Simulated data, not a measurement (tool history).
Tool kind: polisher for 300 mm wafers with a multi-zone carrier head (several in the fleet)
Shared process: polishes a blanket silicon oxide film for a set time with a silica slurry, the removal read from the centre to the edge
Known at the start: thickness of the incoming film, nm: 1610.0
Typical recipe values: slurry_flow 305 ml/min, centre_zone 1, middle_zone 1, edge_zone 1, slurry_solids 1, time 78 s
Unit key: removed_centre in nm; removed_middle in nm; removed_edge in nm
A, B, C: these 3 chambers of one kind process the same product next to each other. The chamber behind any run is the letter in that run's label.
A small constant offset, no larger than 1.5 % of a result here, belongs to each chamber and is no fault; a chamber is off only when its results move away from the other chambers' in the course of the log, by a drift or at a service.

run,hour,slurry_flow,centre_zone,middle_zone,edge_zone,slurry_solids,time,wafers polished on this pad,hours since the slurry nozzle was cleaned,hours since the centre zone pressure was calibrated,hours since the edge zone pressure was calibrated,removed_centre,removed_middle,removed_edge
1A,6,305,1,1,1,1,78,426,286.6,284.8,194.1,178.79,178.58,178.85
2C,11.7,305,1,1,1,1,78,463,30.4,1237.3,420.4,181.61,181.32,178.21
3B,16.4,305,1,1,1,1,78,298,207,347.8,356,179.63,182.65,179.25
4B,19.3,305,1,1,1,1,78,338,209.9,350.7,358.9,177.44,181.23,180.31
5C,24.4,305,1,1,1,1,78,636,43.1,1250,433.1,180.44,180.82,178.33
# hour 25.9: chamber A: worn pad replaced by a new one
6A,29.2,305,1,1,1,1,78,45,309.8,308,217.3,179.68,176.72,181.55
# hour 33.3: chamber A: centre zone pressure recalibrated
7B,33.8,305,1,1,1,1,78,536,224.4,365.2,373.4,177.88,180.15,178.54
# hour 37.4: chamber C: worn pad replaced by a new one
8C,39.5,305,0.92,1,1,1,87,29,58.2,1265.1,448.2,184.01,202.72,195.12
9A,44.1,305,0.92,1,1,1,87,249,324.7,10.9,232.2,181.51,200.42,201.27
10B,48.7,305,0.92,1,1,1,87,740,239.3,380.1,388.3,181,201.35,196.8
11A,54.1,305,0.95,0.89,1,1,78,386,334.7,20.9,242.2,169.54,159.37,180.76
12C,59.4,305,0.95,0.89,1,1,78,301,78.1,1285,468.1,171.56,162.69,178.28
13A,63,305,0.95,0.89,1,1,78,507,343.6,29.8,251.1,171.04,160.21,180.89
# hour 66.1: chamber A: worn pad replaced by a new one
14B,66.3,305,1,1,1,1,78,980,256.9,397.7,405.9,175.85,178.28,179.2
15C,72.3,305,1,1,0.91,1,78,477,91,1297.9,481,182.01,180.03,170.29
# hour 73.9: chamber B: worn pad replaced by a new one
16A,78,305,1,1,0.91,1,78,163,358.6,44.8,266.1,179.41,178.07,174.8
17C,83.7,305,1,1,0.91,1,78,633,102.4,1309.3,492.4,182,180.24,168.47
18B,89.3,305,1,1,1,1,78,211,279.9,420.7,428.9,177.44,180.02,181.36
19C,92.8,305,1,1,1,1,78,757,111.5,1318.4,501.5,182.21,184.26,178.9
20A,95.6,305,1,1,1,1,78,403,376.2,62.4,283.7,179.74,177.7,177.16

Predict what each chamber gives when all 3 of them run the settings below next.
21A,99.9,305,1,1,1,1,78,,,,,?,?,?
21B,99.9,305,1,1,1,1,78,,,,,?,?,?
21C,99.9,305,1,1,1,1,78,,,,,?,?,?

run,removed_centre,removed_middle,removed_edge
21A,180.7,178.61,178.23
21B,177.09,180.97,176.45
21C,182.46,180.42,179.42

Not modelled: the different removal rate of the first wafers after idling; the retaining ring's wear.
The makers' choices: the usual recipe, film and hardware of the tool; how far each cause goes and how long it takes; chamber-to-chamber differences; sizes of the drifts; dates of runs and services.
